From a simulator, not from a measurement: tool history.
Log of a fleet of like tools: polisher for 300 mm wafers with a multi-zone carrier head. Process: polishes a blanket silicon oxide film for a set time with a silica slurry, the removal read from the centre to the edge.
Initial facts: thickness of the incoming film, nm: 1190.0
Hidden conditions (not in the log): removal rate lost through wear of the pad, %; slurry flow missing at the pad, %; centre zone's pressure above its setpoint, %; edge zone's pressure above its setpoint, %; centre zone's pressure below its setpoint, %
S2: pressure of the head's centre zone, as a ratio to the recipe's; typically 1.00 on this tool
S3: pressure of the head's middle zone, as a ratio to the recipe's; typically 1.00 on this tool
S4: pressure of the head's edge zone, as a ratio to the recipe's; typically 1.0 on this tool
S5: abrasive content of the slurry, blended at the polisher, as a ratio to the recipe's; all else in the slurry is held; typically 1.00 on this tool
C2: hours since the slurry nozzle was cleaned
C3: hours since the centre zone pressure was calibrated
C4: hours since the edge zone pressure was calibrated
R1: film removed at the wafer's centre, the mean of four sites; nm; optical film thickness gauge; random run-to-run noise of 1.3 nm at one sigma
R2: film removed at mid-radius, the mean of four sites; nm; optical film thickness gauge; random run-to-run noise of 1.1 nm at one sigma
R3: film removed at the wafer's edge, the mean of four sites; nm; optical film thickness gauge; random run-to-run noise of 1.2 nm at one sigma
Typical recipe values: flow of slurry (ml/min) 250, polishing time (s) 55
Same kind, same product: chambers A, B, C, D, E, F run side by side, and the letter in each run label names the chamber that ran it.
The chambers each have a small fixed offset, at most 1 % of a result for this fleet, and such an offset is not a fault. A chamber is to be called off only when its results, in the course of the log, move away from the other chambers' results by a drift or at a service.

At hour 2.0: chamber B: worn pad replaced by a new one.
Run 1E, hour 3.7: usual settings; wafers polished on this pad 67; C2 779.5; C3 1258.7; C4 514.4. Result: R1 157.14 nm, R2 156.44 nm, R3 157.30 nm.
Run 2F, hour 7.6: usual settings; wafers polished on this pad 289; C2 125.4; C3 1021.5; C4 923.4. Result: R1 158.43 nm, R2 155.48 nm, R3 156.25 nm.
At hour 9.4: chamber D: worn pad replaced by a new one.
At hour 13.6: chamber E: slurry nozzle cleaned.
At hour 13.7: chamber C: worn pad replaced by a new one.
Run 3C, hour 14.1: usual settings; wafers polished on this pad 5; C2 181.3; C3 461.3; C4 1018.7. Result: R1 157.03 nm, R2 155.97 nm, R3 154.67 nm.
Run 4B, hour 18.8: usual settings; wafers polished on this pad 202; C2 400.6; C3 887.8; C4 122.3. Result: R1 153.68 nm, R2 156.28 nm, R3 155.14 nm.
Run 5D, hour 23.6: usual settings; wafers polished on this pad 170; C2 183.4; C3 644.3; C4 251.4. Result: R1 155.12 nm, R2 156.94 nm, R3 155.43 nm.
Run 6A, hour 30.4: usual settings; wafers polished on this pad 914; C2 188.5; C3 93.3; C4 199.7. Result: R1 156.68 nm, R2 154.27 nm, R3 154.56 nm.
Run 7A, hour 36.0: usual settings; wafers polished on this pad 981; C2 194.1; C3 98.9; C4 205.3. Result: R1 155.49 nm, R2 154.15 nm, R3 155.90 nm.
Run 8B, hour 39.8: usual settings; wafers polished on this pad 453; C2 421.6; C3 908.8; C4 143.3. Result: R1 153.37 nm, R2 153.69 nm, R3 155.34 nm.
Run 9F, hour 45.2: usual settings; wafers polished on this pad 739; C2 163.0; C3 1059.1; C4 961.0. Result: R1 155.54 nm, R2 154.94 nm, R3 155.94 nm.
At hour 50.6: chamber E: worn pad replaced by a new one.
Run 10E, hour 52.2: usual settings; wafers polished on this pad 20; C2 38.7; C3 1307.2; C4 562.9. Result: R1 155.22 nm, R2 156.37 nm, R3 154.23 nm.
Run 11C, hour 55.2: usual settings; wafers polished on this pad 497; C2 222.4; C3 502.4; C4 1059.8. Result: R1 159.90 nm, R2 156.17 nm, R3 155.78 nm.
At hour 58.4: chamber D: worn pad replaced by a new one.
Run 12D, hour 59.9: usual settings but S3 1.05, S5 0.85; wafers polished on this pad 18; C2 219.7; C3 680.6; C4 287.7. Result: R1 146.09 nm, R2 149.57 nm, R3 146.46 nm.
At hour 62.7: chamber F: worn pad replaced by a new one.
Run 13F, hour 65.1: usual settings but S3 1.05, S5 0.85; wafers polished on this pad 28; C2 182.9; C3 1079.0; C4 980.9. Result: R1 144.72 nm, R2 150.01 nm, R3 144.73 nm.
Run 14C, hour 68.8: usual settings but S3 1.05, S5 0.85; wafers polished on this pad 660; C2 236.0; C3 516.0; C4 1073.4. Result: R1 145.88 nm, R2 151.07 nm, R3 145.36 nm.
Run 15D, hour 72.4: usual settings but S3 1.05, S5 0.85; wafers polished on this pad 167; C2 232.2; C3 693.1; C4 300.2. Result: R1 146.02 nm, R2 150.28 nm, R3 145.02 nm.
At hour 77.2: chamber F: centre zone pressure recalibrated.
Run 16B, hour 78.8: usual settings but S3 1.05, S5 0.85; wafers polished on this pad 921; C2 460.6; C3 947.8; C4 182.3. Result: R1 143.03 nm, R2 149.50 nm, R3 141.86 nm.
At hour 81.1: chamber A: worn pad replaced by a new one.
Run 17A, hour 85.6: usual settings but S3 1.05, S5 0.85; wafers polished on this pad 54; C2 243.7; C3 148.5; C4 254.9. Result: R1 145.27 nm, R2 151.66 nm, R3 144.98 nm.
Run 18E, hour 89.2: usual settings; wafers polished on this pad 463; C2 75.7; C3 1344.2; C4 599.9. Result: R1 153.71 nm, R2 155.91 nm, R3 156.01 nm.
Run 19D, hour 92.9: usual settings; wafers polished on this pad 413; C2 252.7; C3 713.6; C4 320.7. Result: R1 155.91 nm, R2 154.51 nm, R3 158.13 nm.
Run 20F, hour 99.9: usual settings; wafers polished on this pad 445; C2 217.7; C3 22.8; C4 1015.7. Result: R1 157.99 nm, R2 155.48 nm, R3 155.34 nm.
At hour 102.3: chamber E: worn pad replaced by a new one.
At hour 102.4: chamber E: centre zone pressure recalibrated.
Run 21A, hour 104.8: usual settings but S3 1.08, S5 1.10; wafers polished on this pad 284; C2 262.9; C3 167.7; C4 274.1. Result: R1 163.78 nm, R2 173.62 nm, R3 162.71 nm.
At hour 105.9: chamber B: worn pad replaced by a new one.
Run 22E, hour 111.3: usual settings but S3 1.08, S5 1.10; wafers polished on this pad 108; C2 97.8; C3 9.0; C4 622.0. Result: R1 164.24 nm, R2 174.74 nm, R3 163.55 nm.
At hour 114.6: chamber C: worn pad replaced by a new one.
Run 23C, hour 115.2: usual settings but S3 1.08, S5 1.10; wafers polished on this pad 7; C2 282.4; C3 562.4; C4 1119.8. Result: R1 171.08 nm, R2 175.88 nm, R3 161.67 nm.
At hour 117.3: chamber D: worn pad replaced by a new one.
Run 24B, hour 121.1: usual settings but S3 1.08, S5 1.10; wafers polished on this pad 182; C2 502.9; C3 990.1; C4 224.6. Result: R1 162.43 nm, R2 172.68 nm, R3 163.07 nm.
At hour 125.0: chamber D: edge zone pressure recalibrated.
Run 25D, hour 125.6: usual settings but S3 1.08, S5 1.10; wafers polished on this pad 100; C2 285.4; C3 746.3; C4 0.6. Result: R1 162.26 nm, R2 175.53 nm, R3 163.25 nm.
Run 26F, hour 129.6: usual settings but S3 1.08, S5 1.10; wafers polished on this pad 801; C2 247.4; C3 52.5; C4 1045.4. Result: R1 163.37 nm, R2 175.32 nm, R3 162.93 nm.
Run 27A, hour 134.3: usual settings; wafers polished on this pad 638; C2 292.4; C3 197.2; C4 303.6. Result: R1 154.18 nm, R2 155.37 nm, R3 156.20 nm.
Run 28E, hour 139.2: usual settings but S4 0.9; wafers polished on this pad 442; C2 125.7; C3 36.9; C4 649.9. Result: R1 154.69 nm, R2 158.33 nm, R3 148.48 nm.
At hour 141.2: chamber F: worn pad replaced by a new one.
Run 29C, hour 145.3: usual settings but S4 0.9; wafers polished on this pad 368; C2 312.5; C3 592.5; C4 1149.9. Result: R1 166.95 nm, R2 154.48 nm, R3 147.62 nm.
At hour 148.7: chamber F: edge zone pressure recalibrated.
Run 30B, hour 149.9: usual settings but S4 0.9; wafers polished on this pad 527; C2 531.7; C3 1018.9; C4 253.4. Result: R1 155.06 nm, R2 153.50 nm, R3 148.59 nm.
Run 31D, hour 153.5: usual settings but S4 0.9; wafers polished on this pad 434; C2 313.3; C3 774.2; C4 28.5. Result: R1 156.85 nm, R2 154.05 nm, R3 150.18 nm.
Run 32F, hour 157.6: usual settings but S4 0.9; wafers polished on this pad 197; C2 275.4; C3 80.5; C4 9.0. Result: R1 156.47 nm, R2 156.62 nm, R3 144.07 nm.
Run 33C, hour 162.4: usual settings but S4 0.9; wafers polished on this pad 573; C2 329.6; C3 609.6; C4 1167.0. Result: R1 166.80 nm, R2 156.10 nm, R3 147.18 nm.
At hour 165.2: chamber E: worn pad replaced by a new one.
Run 34E, hour 165.9: usual settings; wafers polished on this pad 9; C2 152.4; C3 63.6; C4 676.6. Result: R1 156.08 nm, R2 156.63 nm, R3 155.53 nm.
At hour 166.4: chamber D: worn pad replaced by a new one.
Run 35A, hour 171.9: usual settings but S2 1.09, S3 1.09; wafers polished on this pad 1089; C2 330.0; C3 234.8; C4 341.2. Result: R1 170.22 nm, R2 168.12 nm, R3 156.53 nm.
Run 36B, hour 178.7: usual settings but S2 1.09, S3 1.09; wafers polished on this pad 872; C2 560.5; C3 1047.7; C4 282.2. Result: R1 169.17 nm, R2 169.22 nm, R3 156.38 nm.
Run 37D, hour 184.8: usual settings but S2 1.09, S3 1.09; wafers polished on this pad 221; C2 344.6; C3 805.5; C4 59.8. Result: R1 169.99 nm, R2 167.52 nm, R3 156.31 nm.

Has any chamber moved away from the others, gradually or after a service, or does the common gauge drift, or do the chambers differ only by their own small steady offsets? State the chamber and the most likely cause if one applies.

Chamber C drifts away from the others.
Cause: centre zone's pressure above its setpoint, % = 7.47.

Chamber C could run next with any of the 4 candidate recipes listed below; each alters the usual settings, and their results appear as question marks. Which one brings its results back in line with what the other chambers deliver on the usual settings?
In-line tolerance around the mean of the other chambers on the usual settings: R1 4.60 nm; R2 3.90 nm; R3 4.20 nm
Run 38C-1, hour 189.8: usual settings but flow of slurry (ml/min) 255, S2 1.07, S3 0.99, S4 0.97, polishing time (s) 56. Result: R1 ?, R2 ?, R3 ?.
Run 38C-2, hour 189.8: usual settings but flow of slurry (ml/min) 245, S2 0.94, S3 1.01, S4 1.03, polishing time (s) 54. Result: R1 ?, R2 ?, R3 ?.
Run 38C-3, hour 189.8: usual settings but flow of slurry (ml/min) 240, S2 0.87, S3 1.01, S4 1.05, polishing time (s) 54. Result: R1 ?, R2 ?, R3 ?.
Run 38C-4, hour 189.8: usual settings but flow of slurry (ml/min) 260, S2 1.13, S3 0.99, S4 0.95, polishing time (s) 56. Result: R1 ?, R2 ?, R3 ?.

The other chambers' mean on the usual settings: R1 155.78 nm; R2 155.63 nm; R3 156.02 nm
  run      R1      R2      R3
38C-1  186.67  157.01  155.97
38C-2  155.60  153.63  154.58
38C-3  142.56  153.30  155.87
38C-4  198.46  157.31  154.57
38C-2 puts the chamber back in line with the other chambers.

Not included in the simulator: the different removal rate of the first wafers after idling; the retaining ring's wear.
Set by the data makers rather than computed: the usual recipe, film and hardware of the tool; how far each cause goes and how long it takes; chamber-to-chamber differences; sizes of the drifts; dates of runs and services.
